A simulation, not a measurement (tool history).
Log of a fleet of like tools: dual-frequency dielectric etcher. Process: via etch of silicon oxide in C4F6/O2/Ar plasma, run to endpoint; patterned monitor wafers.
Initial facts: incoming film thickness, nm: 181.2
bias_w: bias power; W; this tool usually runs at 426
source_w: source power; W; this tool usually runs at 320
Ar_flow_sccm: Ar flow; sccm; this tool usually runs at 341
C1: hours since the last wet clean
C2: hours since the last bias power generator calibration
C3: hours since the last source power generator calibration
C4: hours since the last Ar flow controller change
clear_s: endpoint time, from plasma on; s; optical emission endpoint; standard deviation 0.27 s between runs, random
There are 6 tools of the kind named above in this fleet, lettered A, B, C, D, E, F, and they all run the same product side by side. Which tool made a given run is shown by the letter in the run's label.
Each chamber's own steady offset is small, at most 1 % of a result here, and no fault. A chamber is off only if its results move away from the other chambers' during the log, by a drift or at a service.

run 1B day=0.479 | bias_w=426 source_w=320 Ar_flow_sccm=341 | C1=202.4 C2=242.4 C3=2028.8 C4=4365.0 | clear_s=46.898
run 2D day=0.946 | bias_w=426 source_w=320 Ar_flow_sccm=341 | C1=341.5 C2=644.9 C3=397.1 C4=1450.8 | clear_s=46.809
run 3F day=1.217 | bias_w=426 source_w=320 Ar_flow_sccm=341 | C1=183.2 C2=3503.6 C3=1568.5 C4=3356.9 | clear_s=46.907
run 4E day=1.562 | bias_w=426 source_w=320 Ar_flow_sccm=341 | C1=227.5 C2=996.8 C3=166.8 C4=257.1 | clear_s=46.616
-- day=1.654 chamber D: wet clean of the chamber
run 5A day=1.971 | bias_w=426 source_w=260 Ar_flow_sccm=341 | C1=303.9 C2=2528.4 C3=1485.3 C4=1519.5 | clear_s=50.609
-- day=2.246 chamber F: bias power generator calibrated
run 6C day=2.438 | bias_w=426 source_w=260 Ar_flow_sccm=341 | C1=469.0 C2=155.2 C3=542.7 C4=445.6 | clear_s=50.925
run 7A day=2.742 | bias_w=426 source_w=260 Ar_flow_sccm=341 | C1=322.4 C2=2546.9 C3=1503.8 C4=1538.0 | clear_s=50.616
run 8B day=3.079 | bias_w=426 source_w=260 Ar_flow_sccm=341 | C1=264.8 C2=304.8 C3=2091.2 C4=4427.4 | clear_s=50.501
run 9D day=3.371 | bias_w=426 source_w=260 Ar_flow_sccm=341 | C1=41.2 C2=703.1 C3=455.3 C4=1509.0 | clear_s=50.514
run 10C day=3.662 | bias_w=426 source_w=260 Ar_flow_sccm=341 | C1=498.4 C2=184.6 C3=572.1 C4=475.0 | clear_s=50.645
run 11F day=3.942 | bias_w=426 source_w=320 Ar_flow_sccm=341 | C1=248.6 C2=40.7 C3=1633.9 C4=3422.3 | clear_s=46.445
run 12E day=4.242 | bias_w=426 source_w=320 Ar_flow_sccm=341 | C1=291.8 C2=1061.1 C3=231.1 C4=321.4 | clear_s=46.479
run 13B day=4.662 | bias_w=426 source_w=320 Ar_flow_sccm=341 | C1=302.8 C2=342.8 C3=2129.2 C4=4465.4 | clear_s=46.929
run 14D day=4.875 | bias_w=426 source_w=320 Ar_flow_sccm=341 | C1=77.3 C2=739.2 C3=491.4 C4=1545.1 | clear_s=46.498
run 15E day=5.171 | bias_w=518 source_w=320 Ar_flow_sccm=386 | C1=314.1 C2=1083.4 C3=253.4 C4=343.7 | clear_s=44.569
run 16A day=5.508 | bias_w=518 source_w=320 Ar_flow_sccm=386 | C1=388.8 C2=2613.3 C3=1570.2 C4=1604.4 | clear_s=44.085
run 17C day=5.962 | bias_w=518 source_w=320 Ar_flow_sccm=386 | C1=553.6 C2=239.8 C3=627.3 C4=530.2 | clear_s=44.378
run 18F day=6.400 | bias_w=518 source_w=320 Ar_flow_sccm=386 | C1=307.6 C2=99.7 C3=1692.9 C4=3481.3 | clear_s=43.756
-- day=6.775 chamber B: source power generator calibrated
run 19D day=6.829 | bias_w=518 source_w=320 Ar_flow_sccm=386 | C1=124.2 C2=786.1 C3=538.3 C4=1592.0 | clear_s=44.070
run 20B day=7.162 | bias_w=518 source_w=320 Ar_flow_sccm=386 | C1=362.8 C2=402.8 C3=9.4 C4=4525.4 | clear_s=44.245
-- day=7.454 chamber B: wet clean of the chamber
run 21A day=7.642 | bias_w=426 source_w=320 Ar_flow_sccm=341 | C1=440.0 C2=2664.5 C3=1621.4 C4=1655.6 | clear_s=46.917
run 22C day=8.042 | bias_w=426 source_w=320 Ar_flow_sccm=341 | C1=603.5 C2=289.7 C3=677.2 C4=580.1 | clear_s=46.734
-- day=8.275 chamber C: wet clean of the chamber
-- day=8.279 chamber A: wet clean of the chamber
run 23E day=8.438 | bias_w=394 source_w=320 Ar_flow_sccm=341 | C1=392.5 C2=1161.8 C3=331.8 C4=422.1 | clear_s=49.066
run 24F day=8.883 | bias_w=394 source_w=320 Ar_flow_sccm=341 | C1=367.2 C2=159.3 C3=1752.5 C4=3540.9 | clear_s=47.853
run 25E day=9.129 | bias_w=394 source_w=320 Ar_flow_sccm=341 | C1=409.1 C2=1178.4 C3=348.4 C4=438.7 | clear_s=49.087
run 26A day=9.342 | bias_w=394 source_w=320 Ar_flow_sccm=341 | C1=25.6 C2=2705.3 C3=1662.2 C4=1696.4 | clear_s=48.613
run 27F day=9.633 | bias_w=394 source_w=320 Ar_flow_sccm=341 | C1=385.2 C2=177.3 C3=1770.5 C4=3558.9 | clear_s=47.897
run 28C day=9.962 | bias_w=394 source_w=320 Ar_flow_sccm=341 | C1=40.6 C2=335.8 C3=723.3 C4=626.2 | clear_s=48.288
run 29D day=10.325 | bias_w=426 source_w=320 Ar_flow_sccm=341 | C1=208.1 C2=870.0 C3=622.2 C4=1675.9 | clear_s=46.685
run 30B day=10.612 | bias_w=426 source_w=320 Ar_flow_sccm=341 | C1=75.9 C2=485.6 C3=92.2 C4=4608.2 | clear_s=46.831
run 31B day=10.992 | bias_w=426 source_w=320 Ar_flow_sccm=407 | C1=85.0 C2=494.7 C3=101.3 C4=4617.3 | clear_s=47.595
run 32A day=11.362 | bias_w=426 source_w=320 Ar_flow_sccm=407 | C1=74.1 C2=2753.8 C3=1710.7 C4=1744.9 | clear_s=47.982
run 33F day=11.621 | bias_w=426 source_w=320 Ar_flow_sccm=407 | C1=432.9 C2=225.0 C3=1818.2 C4=3606.6 | clear_s=47.689
run 34D day=11.983 | bias_w=426 source_w=320 Ar_flow_sccm=407 | C1=247.9 C2=909.8 C3=662.0 C4=1715.7 | clear_s=47.774
run 35E day=12.275 | bias_w=426 source_w=320 Ar_flow_sccm=407 | C1=484.6 C2=1253.9 C3=423.9 C4=514.2 | clear_s=49.724
-- day=12.617 chamber F: source power generator calibrated
run 36C day=12.754 | bias_w=426 source_w=320 Ar_flow_sccm=407 | C1=107.6 C2=402.8 C3=790.3 C4=693.2 | clear_s=47.629
run 37D day=13.067 | bias_w=426 source_w=320 Ar_flow_sccm=341 | C1=273.9 C2=935.8 C3=688.0 C4=1741.7 | clear_s=46.872
-- day=13.321 chamber F: wet clean of the chamber
run 38E day=13.525 | bias_w=426 source_w=320 Ar_flow_sccm=341 | C1=514.6 C2=1283.9 C3=453.9 C4=544.2 | clear_s=48.292
run 39C day=13.975 | bias_w=426 source_w=320 Ar_flow_sccm=341 | C1=136.9 C2=432.1 C3=819.6 C4=722.5 | clear_s=46.677
run 40F day=14.433 | bias_w=426 source_w=320 Ar_flow_sccm=341 | C1=26.8 C2=292.5 C3=43.6 C4=3674.1 | clear_s=46.431
run 41B day=14.679 | bias_w=426 source_w=320 Ar_flow_sccm=341 | C1=173.5 C2=583.2 C3=189.8 C4=4705.8 | clear_s=46.569

Is one chamber out of step, is the gauge drifting, or do the chambers differ by no more than their own small offsets? For an off chamber, give its letter and the likeliest cause.

Little by little, chamber E moves away from the other chambers.
Most likely cause: etch rate under this chamber's usual, % = 3.88.

Here are 4 candidates for chamber E's next run, each the usual settings with a change, their results left as question marks. Which one brings its results back in line with what the others give on the usual settings?
A result is in line if it is within this distance of the other chambers' mean on the usual settings: clear_s 0.960 s
run 42E-1 day=15.025 | bias_w=406 source_w=300 Ar_flow_sccm=346 | clear_s=?
run 42E-2 day=15.025 | bias_w=468 source_w=320 Ar_flow_sccm=341 | clear_s=?
run 42E-3 day=15.025 | bias_w=386 source_w=290 Ar_flow_sccm=351 | clear_s=?
run 42E-4 day=15.025 | bias_w=426 source_w=390 Ar_flow_sccm=341 | clear_s=?

On the usual settings, the other chambers give on average: clear_s 46.828 s
run=42E-1 clear_s=50.602
run=42E-2 clear_s=46.836
run=42E-3 clear_s=52.264
run=42E-4 clear_s=45.071
42E-2 puts the chamber back in line with the other chambers.
